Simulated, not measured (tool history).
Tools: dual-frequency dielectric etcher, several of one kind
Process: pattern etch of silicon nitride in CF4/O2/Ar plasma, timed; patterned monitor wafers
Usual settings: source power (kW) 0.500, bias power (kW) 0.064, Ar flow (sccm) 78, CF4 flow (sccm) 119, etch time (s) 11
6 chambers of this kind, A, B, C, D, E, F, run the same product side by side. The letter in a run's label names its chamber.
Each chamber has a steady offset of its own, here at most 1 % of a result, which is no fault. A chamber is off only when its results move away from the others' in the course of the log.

run,hour,source power (kW),bias power (kW),Ar flow (sccm),CF4 flow (sccm),etch time (s),"read-back reference wafer on the same gauge, depth_nm",mean etch depth across the wafer (angstrom)
1C,10.6,0.500,0.064,78,119,11,21.879,239.72
2F,19.4,0.500,0.064,78,119,11,21.869,241.71
3E,35.3,0.500,0.064,78,119,11,21.892,238.30
4D,47.5,0.500,0.064,78,119,11,21.907,242.39
5B,59.5,0.500,0.064,78,119,11,21.870,242.44
6A,67.2,0.500,0.064,93,119,11,21.907,240.27
7C,79.8,0.500,0.064,93,119,11,21.908,235.37
# hour 82.9: chamber E: Ar flow controller replaced
# hour 84.7: chamber E: wet clean of the chamber
8D,94.2,0.500,0.064,93,119,11,21.889,237.61
9B,106.8,0.500,0.064,93,119,11,21.949,238.57
# hour 109.3: chamber B: source power generator calibrated
10E,117.9,0.500,0.064,93,119,11,21.890,235.38
11A,131.1,0.500,0.064,93,119,11,21.901,236.25
12F,139.9,0.610,0.064,78,95,11,21.871,281.61
# hour 140.9: chamber C: source power generator calibrated
13F,150.7,0.610,0.064,78,95,11,21.923,282.93
14D,159.9,0.610,0.064,78,95,11,21.930,276.34
15A,168.4,0.610,0.064,78,95,11,21.887,282.34
16B,183.1,0.610,0.064,78,95,11,21.909,278.88
17C,199.4,0.610,0.064,78,95,11,21.913,280.03
18E,206.9,0.500,0.064,78,137,11,21.895,246.10
# hour 212.4: chamber E: bias power generator calibrated
# hour 219.0: chamber A: Ar flow controller replaced
19C,219.5,0.500,0.064,78,137,11,21.885,241.38
20B,228.6,0.500,0.064,78,137,11,21.909,244.59
21A,237.2,0.500,0.064,78,137,11,21.857,243.82
22F,247.7,0.500,0.064,78,137,11,21.898,247.54
# hour 258.0: chamber D: source power generator calibrated
23D,264.0,0.500,0.064,78,137,11,21.919,241.51
24E,279.5,0.500,0.064,78,119,11,21.878,241.17
25E,291.5,0.500,0.064,78,119,11,21.951,238.73
26C,306.0,0.500,0.071,78,96,11,21.869,243.36
# hour 314.9: chamber B: wet clean of the chamber
27A,320.6,0.500,0.071,78,96,11,21.908,240.29
28B,332.2,0.500,0.071,78,96,11,21.896,247.50
# hour 342.2: chamber F: wet clean of the chamber
29D,344.5,0.500,0.071,78,96,11,21.905,245.05
30F,359.8,0.500,0.071,78,96,11,21.891,253.08
# hour 363.4: chamber D: wet clean of the chamber
# hour 363.8: chamber A: wet clean of the chamber
# hour 368.6: chamber C: wet clean of the chamber
31B,373.2,0.500,0.071,78,96,11,21.856,243.80
32A,383.6,0.500,0.064,78,119,11,21.921,240.22
33F,397.0,0.500,0.073,91,119,11,21.893,258.76
34C,411.1,0.500,0.073,91,119,11,21.892,248.79
35D,419.9,0.500,0.073,91,119,11,21.898,252.01
36E,428.5,0.500,0.073,91,119,11,21.931,252.02
# hour 439.8: chamber E: wet clean of the chamber
37B,444.4,0.500,0.073,91,119,11,21.886,249.79
38E,454.8,0.500,0.073,91,119,11,21.897,246.49
39F,467.0,0.500,0.064,78,119,11,21.911,254.37
40A,475.1,0.500,0.064,78,119,11,21.928,238.83

All 6 chambers run these settings next. Forecast each chamber's results:
41A,486.8,0.500,0.064,78,105,11,,?
41B,486.8,0.500,0.064,78,105,11,,?
41C,486.8,0.500,0.064,78,105,11,,?
41D,486.8,0.500,0.064,78,105,11,,?
41E,486.8,0.500,0.064,78,105,11,,?
41F,486.8,0.500,0.064,78,105,11,,?

run,mean etch depth across the wafer (angstrom)
41A,236.86
41B,237.53
41C,237.24
41D,238.53
41E,238.00
41F,250.15

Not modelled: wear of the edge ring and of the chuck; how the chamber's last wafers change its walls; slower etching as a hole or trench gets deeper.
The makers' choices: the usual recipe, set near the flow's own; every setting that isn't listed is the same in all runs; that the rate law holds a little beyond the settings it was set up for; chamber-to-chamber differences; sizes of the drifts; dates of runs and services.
